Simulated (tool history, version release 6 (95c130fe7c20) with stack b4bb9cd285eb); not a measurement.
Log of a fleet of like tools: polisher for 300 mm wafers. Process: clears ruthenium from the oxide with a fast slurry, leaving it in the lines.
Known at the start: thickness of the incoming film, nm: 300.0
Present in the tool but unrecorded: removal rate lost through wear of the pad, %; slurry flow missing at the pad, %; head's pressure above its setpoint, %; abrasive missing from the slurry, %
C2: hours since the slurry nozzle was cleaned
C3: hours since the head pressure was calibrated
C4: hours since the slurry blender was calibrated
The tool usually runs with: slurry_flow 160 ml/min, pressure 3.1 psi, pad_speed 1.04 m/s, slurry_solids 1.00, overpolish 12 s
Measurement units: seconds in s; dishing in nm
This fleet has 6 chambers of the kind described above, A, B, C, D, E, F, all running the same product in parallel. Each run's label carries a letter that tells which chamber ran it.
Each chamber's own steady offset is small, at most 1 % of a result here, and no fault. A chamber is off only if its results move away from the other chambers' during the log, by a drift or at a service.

{"hour": 1.0, "done": "chamber D: worn pad replaced by a new one"}
{"hour": 2.9, "done": "chamber B: slurry blender recalibrated"}
{"hour": 3.6, "done": "chamber A: slurry blender recalibrated"}
{"hour": 9.2, "done": "chamber E: worn pad replaced by a new one"}
{"run": "1E", "hour": 11.5, "slurry_flow": 160, "pressure": 3.1, "pad_speed": 1.04, "slurry_solids": 1.0, "overpolish": 12, "wafers polished on this pad": 24, "C2": 574.1, "C3": 365.6, "C4": 114.9, "seconds": 72.653, "dishing": 39.635}
{"hour": 23.2, "done": "chamber F: slurry blender recalibrated"}
{"run": "2C", "hour": 25.2, "slurry_flow": 160, "pressure": 3.1, "pad_speed": 1.04, "slurry_solids": 1.0, "overpolish": 12, "wafers polished on this pad": 818, "C2": 225.5, "C3": 196.3, "C4": 51.1, "seconds": 70.877, "dishing": 37.655}
{"hour": 27.1, "done": "chamber A: worn pad replaced by a new one"}
{"hour": 29.1, "done": "chamber D: slurry nozzle cleaned"}
{"hour": 32.5, "done": "chamber B: worn pad replaced by a new one"}
{"run": "3B", "hour": 35.4, "slurry_flow": 160, "pressure": 3.1, "pad_speed": 1.04, "slurry_solids": 1.0, "overpolish": 12, "wafers polished on this pad": 31, "C2": 281.7, "C3": 262.2, "C4": 32.6, "seconds": 70.827, "dishing": 41.796}
{"run": "4F", "hour": 48.9, "slurry_flow": 160, "pressure": 3.1, "pad_speed": 1.04, "slurry_solids": 1.0, "overpolish": 12, "wafers polished on this pad": 713, "C2": 54.4, "C3": 137.8, "C4": 25.7, "seconds": 68.973, "dishing": 40.283}
{"run": "5D", "hour": 63.6, "slurry_flow": 160, "pressure": 3.1, "pad_speed": 1.36, "slurry_solids": 1.0, "overpolish": 9, "wafers polished on this pad": 658, "C2": 34.5, "C3": 595.9, "C4": 353.3, "seconds": 55.265, "dishing": 38.631}
{"hour": 71.0, "done": "chamber D: slurry blender recalibrated"}
{"run": "6A", "hour": 71.5, "slurry_flow": 160, "pressure": 3.1, "pad_speed": 1.36, "slurry_solids": 1.0, "overpolish": 9, "wafers polished on this pad": 466, "C2": 319.3, "C3": 577.8, "C4": 67.9, "seconds": 53.735, "dishing": 38.352}
{"hour": 79.9, "done": "chamber C: worn pad replaced by a new one"}
{"run": "7F", "hour": 86.0, "slurry_flow": 160, "pressure": 3.1, "pad_speed": 1.36, "slurry_solids": 1.0, "overpolish": 9, "wafers polished on this pad": 1102, "C2": 91.5, "C3": 174.9, "C4": 62.8, "seconds": 53.996, "dishing": 40.551}
{"hour": 89.2, "done": "chamber D: worn pad replaced by a new one"}
{"hour": 94.1, "done": "chamber A: head pressure recalibrated"}
{"hour": 95.6, "done": "chamber E: worn pad replaced by a new one"}
{"hour": 96.2, "done": "chamber B: head pressure recalibrated"}
{"run": "8E", "hour": 99.4, "slurry_flow": 160, "pressure": 3.1, "pad_speed": 1.36, "slurry_solids": 1.0, "overpolish": 9, "wafers polished on this pad": 40, "C2": 662.0, "C3": 453.5, "C4": 202.8, "seconds": 54.904, "dishing": 40.916}
{"hour": 102.3, "done": "chamber A: worn pad replaced by a new one"}
{"hour": 106.6, "done": "chamber F: worn pad replaced by a new one"}
{"run": "9D", "hour": 109.6, "slurry_flow": 160, "pressure": 3.1, "pad_speed": 1.36, "slurry_solids": 1.0, "overpolish": 9, "wafers polished on this pad": 214, "C2": 80.5, "C3": 641.9, "C4": 38.6, "seconds": 53.449, "dishing": 40.737}
{"run": "10C", "hour": 122.0, "slurry_flow": 160, "pressure": 3.1, "pad_speed": 1.36, "slurry_solids": 1.0, "overpolish": 9, "wafers polished on this pad": 442, "C2": 322.3, "C3": 293.1, "C4": 147.9, "seconds": 52.861, "dishing": 41.002}
{"run": "11B", "hour": 130.8, "slurry_flow": 160, "pressure": 3.1, "pad_speed": 1.04, "slurry_solids": 1.0, "overpolish": 12, "wafers polished on this pad": 1032, "C2": 377.1, "C3": 34.6, "C4": 128.0, "seconds": 69.916, "dishing": 39.541}
{"hour": 136.0, "done": "chamber B: worn pad replaced by a new one"}
{"hour": 138.4, "done": "chamber C: slurry blender recalibrated"}
{"hour": 138.9, "done": "chamber C: slurry nozzle cleaned"}
{"run": "12A", "hour": 142.8, "slurry_flow": 160, "pressure": 2.6, "pad_speed": 1.04, "slurry_solids": 1.15, "overpolish": 12, "wafers polished on this pad": 425, "C2": 390.6, "C3": 48.7, "C4": 139.2, "seconds": 78.726, "dishing": 37.804}
{"hour": 143.5, "done": "chamber B: slurry nozzle cleaned"}
{"run": "13E", "hour": 149.7, "slurry_flow": 160, "pressure": 2.6, "pad_speed": 1.04, "slurry_solids": 1.15, "overpolish": 12, "wafers polished on this pad": 568, "C2": 712.3, "C3": 503.8, "C4": 253.1, "seconds": 79.392, "dishing": 36.151}
{"run": "14D", "hour": 159.5, "slurry_flow": 160, "pressure": 2.6, "pad_speed": 1.04, "slurry_solids": 1.15, "overpolish": 12, "wafers polished on this pad": 738, "C2": 130.4, "C3": 691.8, "C4": 88.5, "seconds": 78.964, "dishing": 36.77}
{"hour": 163.3, "done": "chamber E: slurry nozzle cleaned"}
{"run": "15C", "hour": 166.1, "slurry_flow": 160, "pressure": 2.6, "pad_speed": 1.04, "slurry_solids": 1.15, "overpolish": 12, "wafers polished on this pad": 905, "C2": 27.2, "C3": 337.2, "C4": 27.8, "seconds": 79.701, "dishing": 37.174}
{"hour": 168.9, "done": "chamber D: worn pad replaced by a new one"}
{"hour": 171.4, "done": "chamber A: worn pad replaced by a new one"}
{"run": "16B", "hour": 175.0, "slurry_flow": 160, "pressure": 2.6, "pad_speed": 1.04, "slurry_solids": 1.15, "overpolish": 12, "wafers polished on this pad": 409, "C2": 31.5, "C3": 78.8, "C4": 172.2, "seconds": 79.13, "dishing": 38.125}
{"hour": 175.7, "done": "chamber E: worn pad replaced by a new one"}
{"run": "17A", "hour": 188.9, "slurry_flow": 160, "pressure": 2.6, "pad_speed": 1.04, "slurry_solids": 1.15, "overpolish": 12, "wafers polished on this pad": 184, "C2": 436.7, "C3": 94.8, "C4": 185.3, "seconds": 78.616, "dishing": 36.74}
{"run": "18F", "hour": 202.5, "slurry_flow": 160, "pressure": 3.1, "pad_speed": 1.04, "slurry_solids": 1.0, "overpolish": 12, "wafers polished on this pad": 1007, "C2": 208.0, "C3": 291.4, "C4": 179.3, "seconds": 69.27, "dishing": 39.6}
{"run": "19B", "hour": 217.4, "slurry_flow": 160, "pressure": 3.1, "pad_speed": 1.04, "slurry_solids": 1.0, "overpolish": 12, "wafers polished on this pad": 855, "C2": 73.9, "C3": 121.2, "C4": 214.6, "seconds": 72.198, "dishing": 40.122}
{"run": "20F", "hour": 223.8, "slurry_flow": 160, "pressure": 3.1, "pad_speed": 1.04, "slurry_solids": 1.0, "overpolish": 12, "wafers polished on this pad": 1230, "C2": 229.3, "C3": 312.7, "C4": 200.6, "seconds": 71.09, "dishing": 41.905}
{"hour": 228.5, "done": "chamber C: worn pad replaced by a new one"}
{"run": "21C", "hour": 230.6, "slurry_flow": 160, "pressure": 3.1, "pad_speed": 1.04, "slurry_solids": 1.0, "overpolish": 12, "wafers polished on this pad": 22, "C2": 91.7, "C3": 401.7, "C4": 92.3, "seconds": 71.696, "dishing": 39.911}
{"hour": 235.9, "done": "chamber E: slurry blender recalibrated"}
{"run": "22A", "hour": 243.2, "slurry_flow": 160, "pressure": 3.1, "pad_speed": 1.04, "slurry_solids": 1.0, "overpolish": 12, "wafers polished on this pad": 754, "C2": 491.0, "C3": 149.1, "C4": 239.6, "seconds": 70.196, "dishing": 40.701}
{"hour": 244.6, "done": "chamber D: slurry nozzle cleaned"}
{"hour": 246.2, "done": "chamber F: worn pad replaced by a new one"}
{"hour": 248.8, "done": "chamber B: worn pad replaced by a new one"}
{"hour": 249.1, "done": "chamber D: worn pad replaced by a new one"}
{"run": "23E", "hour": 252.0, "slurry_flow": 160, "pressure": 3.1, "pad_speed": 1.04, "slurry_solids": 1.0, "overpolish": 12, "wafers polished on this pad": 801, "C2": 88.7, "C3": 606.1, "C4": 16.1, "seconds": 70.946, "dishing": 39.404}
{"hour": 258.4, "done": "chamber A: worn pad replaced by a new one"}
{"hour": 260.3, "done": "chamber E: worn pad replaced by a new one"}
{"run": "24D", "hour": 261.0, "slurry_flow": 160, "pressure": 3.1, "pad_speed": 0.88, "slurry_solids": 1.0, "overpolish": 12, "wafers polished on this pad": 125, "C2": 16.5, "C3": 793.3, "C4": 190.0, "seconds": 83.731, "dishing": 35.923}
{"hour": 263.2, "done": "chamber F: slurry nozzle cleaned"}
{"run": "25A", "hour": 272.2, "slurry_flow": 160, "pressure": 3.1, "pad_speed": 0.88, "slurry_solids": 1.0, "overpolish": 12, "wafers polished on this pad": 145, "C2": 520.0, "C3": 178.1, "C4": 268.6, "seconds": 81.808, "dishing": 34.922}
{"hour": 278.0, "done": "chamber C: slurry blender recalibrated"}
{"hour": 281.3, "done": "chamber A: slurry blender recalibrated"}
{"run": "26D", "hour": 286.6, "slurry_flow": 160, "pressure": 3.1, "pad_speed": 0.88, "slurry_solids": 1.0, "overpolish": 12, "wafers polished on this pad": 394, "C2": 42.1, "C3": 818.9, "C4": 215.6, "seconds": 83.729, "dishing": 35.591}
{"run": "27F", "hour": 293.9, "slurry_flow": 160, "pressure": 3.1, "pad_speed": 0.88, "slurry_solids": 1.0, "overpolish": 12, "wafers polished on this pad": 501, "C2": 30.7, "C3": 382.8, "C4": 270.7, "seconds": 82.881, "dishing": 34.261}
{"run": "28E", "hour": 307.6, "slurry_flow": 160, "pressure": 3.1, "pad_speed": 0.88, "slurry_solids": 1.0, "overpolish": 12, "wafers polished on this pad": 497, "C2": 144.3, "C3": 661.7, "C4": 71.7, "seconds": 84.001, "dishing": 37.434}
{"hour": 309.4, "done": "chamber E: head pressure recalibrated"}
{"run": "29C", "hour": 317.4, "slurry_flow": 160, "pressure": 3.1, "pad_speed": 0.88, "slurry_solids": 1.0, "overpolish": 12, "wafers polished on this pad": 934, "C2": 178.5, "C3": 488.5, "C4": 39.5, "seconds": 83.493, "dishing": 34.547}
{"hour": 328.3, "done": "chamber D: worn pad replaced by a new one"}
{"run": "30B", "hour": 328.9, "slurry_flow": 160, "pressure": 3.1, "pad_speed": 1.04, "slurry_solids": 1.0, "overpolish": 12, "wafers polished on this pad": 841, "C2": 185.4, "C3": 232.7, "C4": 326.1, "seconds": 71.675, "dishing": 40.565}
{"run": "31F", "hour": 338.0, "slurry_flow": 160, "pressure": 3.1, "pad_speed": 1.04, "slurry_solids": 1.0, "overpolish": 12, "wafers polished on this pad": 964, "C2": 74.8, "C3": 426.9, "C4": 314.8, "seconds": 69.798, "dishing": 41.645}
{"hour": 343.2, "done": "chamber A: worn pad replaced by a new one"}
{"run": "32E", "hour": 345.4, "slurry_flow": 160, "pressure": 3.1, "pad_speed": 1.04, "slurry_solids": 1.0, "overpolish": 12, "wafers polished on this pad": 894, "C2": 182.1, "C3": 36.0, "C4": 109.5, "seconds": 70.251, "dishing": 40.125}
{"run": "33D", "hour": 352.2, "slurry_flow": 160, "pressure": 3.1, "pad_speed": 1.04, "slurry_solids": 1.0, "overpolish": 12, "wafers polished on this pad": 251, "C2": 107.7, "C3": 884.5, "C4": 281.2, "seconds": 71.944, "dishing": 40.974}
{"hour": 353.8, "done": "chamber B: worn pad replaced by a new one"}
{"run": "34C", "hour": 359.1, "slurry_flow": 160, "pressure": 3.1, "pad_speed": 1.04, "slurry_solids": 1.0, "overpolish": 12, "wafers polished on this pad": 1371, "C2": 220.2, "C3": 530.2, "C4": 81.2, "seconds": 70.659, "dishing": 38.966}
{"run": "35B", "hour": 365.7, "slurry_flow": 205, "pressure": 2.7, "pad_speed": 1.04, "slurry_solids": 1.0, "overpolish": 12, "wafers polished on this pad": 125, "C2": 222.2, "C3": 269.5, "C4": 362.9, "seconds": 80.563, "dishing": 36.373}
{"hour": 370.5, "done": "chamber F: worn pad replaced by a new one"}
{"hour": 373.2, "done": "chamber B: slurry blender recalibrated"}
{"run": "36A", "hour": 374.5, "slurry_flow": 205, "pressure": 2.7, "pad_speed": 1.04, "slurry_solids": 1.0, "overpolish": 12, "wafers polished on this pad": 328, "C2": 622.3, "C3": 280.4, "C4": 93.2, "seconds": 77.447, "dishing": 38.413}
{"hour": 377.2, "done": "chamber F: slurry blender recalibrated"}
{"run": "37F", "hour": 383.1, "slurry_flow": 205, "pressure": 2.7, "pad_speed": 1.04, "slurry_solids": 1.0, "overpolish": 12, "wafers polished on this pad": 132, "C2": 119.9, "C3": 472.0, "C4": 6.0, "seconds": 77.5, "dishing": 36.767}
{"run": "38A", "hour": 394.3, "slurry_flow": 205, "pressure": 2.7, "pad_speed": 1.04, "slurry_solids": 1.0, "overpolish": 12, "wafers polished on this pad": 536, "C2": 642.1, "C3": 300.2, "C4": 113.0, "seconds": 77.053, "dishing": 36.863}
{"run": "39B", "hour": 400.9, "slurry_flow": 205, "pressure": 2.7, "pad_speed": 1.04, "slurry_solids": 1.0, "overpolish": 12, "wafers polished on this pad": 494, "C2": 257.4, "C3": 304.7, "C4": 27.7, "seconds": 78.425, "dishing": 36.355}

Read the log: is a single chamber off, either drifting away or since a service, is the gauge that measures every chamber drifting, or is nothing wrong beyond small per-chamber offsets? Name any odd chamber and what most likely caused it.

All chambers stay in line apart from their small fixed offsets, and the gauge does not drift.
